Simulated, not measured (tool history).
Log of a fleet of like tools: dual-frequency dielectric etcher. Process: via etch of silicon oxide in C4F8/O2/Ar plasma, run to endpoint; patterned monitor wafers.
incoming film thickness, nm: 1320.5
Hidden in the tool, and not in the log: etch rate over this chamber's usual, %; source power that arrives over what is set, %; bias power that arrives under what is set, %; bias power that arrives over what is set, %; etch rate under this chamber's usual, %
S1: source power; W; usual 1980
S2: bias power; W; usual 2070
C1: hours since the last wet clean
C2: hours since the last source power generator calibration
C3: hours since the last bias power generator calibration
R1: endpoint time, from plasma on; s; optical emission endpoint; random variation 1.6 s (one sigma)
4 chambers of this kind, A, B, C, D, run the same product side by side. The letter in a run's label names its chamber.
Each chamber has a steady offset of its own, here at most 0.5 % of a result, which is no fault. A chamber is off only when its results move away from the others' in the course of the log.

run	day	S1	S2	C1	C2	C3	R1
1C	0.183	1980	2070	440.9	3966.4	701.8	255.1
2B	0.412	1980	2070	633.9	372.4	1541	258.33
3A	0.562	1980	2070	106.8	3135.2	3931.5	260.35
4D	0.708	1980	2070	238.6	537.4	1450.3	258.53
5B	0.858	1980	2070	644.6	383.1	1551.7	259.81
6C	1.062	1980	1639	462	3987.5	722.9	278.47
7D	1.267	1980	1639	252	550.8	1463.7	276.9
8A	1.392	1980	1639	126.7	3155.1	3951.4	279.25
# day 1.471: chamber C: wet clean of the chamber
9B	1.5	1980	1639	660	398.5	1567.1	279.09
# day 1.554: chamber B: wet clean of the chamber
10C	1.662	1980	2070	4.6	4001.9	737.3	258.5
11D	1.838	1980	2070	265.7	564.5	1477.4	260.88
12A	2.008	1980	2070	141.5	3169.9	3966.2	257.17
13B	2.158	1980	2070	14.5	414.3	1582.9	260.52
14A	2.271	1980	2070	147.8	3176.2	3972.5	259.2
15D	2.408	1980	2070	279.4	578.2	1491.1	260.92
16C	2.579	1980	2070	26.6	4023.9	759.3	257.25
17D	2.721	1980	2070	286.9	585.7	1498.6	267.56
18C	2.842	1980	2070	32.9	4030.2	765.6	257.95
19B	2.971	1980	2070	34	433.8	1602.4	261.03
20A	3.192	1980	2070	169.9	3198.3	3994.6	261.97
21D	3.321	1980	2070	301.3	600.1	1513	269.8
22A	3.467	1980	2070	176.5	3204.9	4001.2	259.95
23C	3.571	1980	2070	50.4	4047.7	783.1	258.37
24B	3.788	2220	2070	53.6	453.4	1622	247.32

Is one chamber off against the others, does the gauge drift, or is nothing wrong? If a chamber is off, say which, and what the likeliest cause is.

Chamber D drifts away from the others.
Cause: etch rate under this chamber's usual, % = 4.45.

Here are 4 candidates for chamber D's next run, each the usual settings with a change, their results left as question marks. Which one brings its results back in line with what the others give on the usual settings?
In line means no further than this from the other chambers' mean on the usual settings: R1 5.6 s
25D-1	3.958	2210	2070				?
25D-2	3.958	1830	1958				?
25D-3	3.958	2420	2070				?
25D-4	3.958	1690	1856				?

The other chambers' mean on the usual settings: R1 258.78 s
run	R1
25D-1	259.15
25D-2	283.55
25D-3	250.02
25D-4	297
25D-1 brings the chamber back in line.
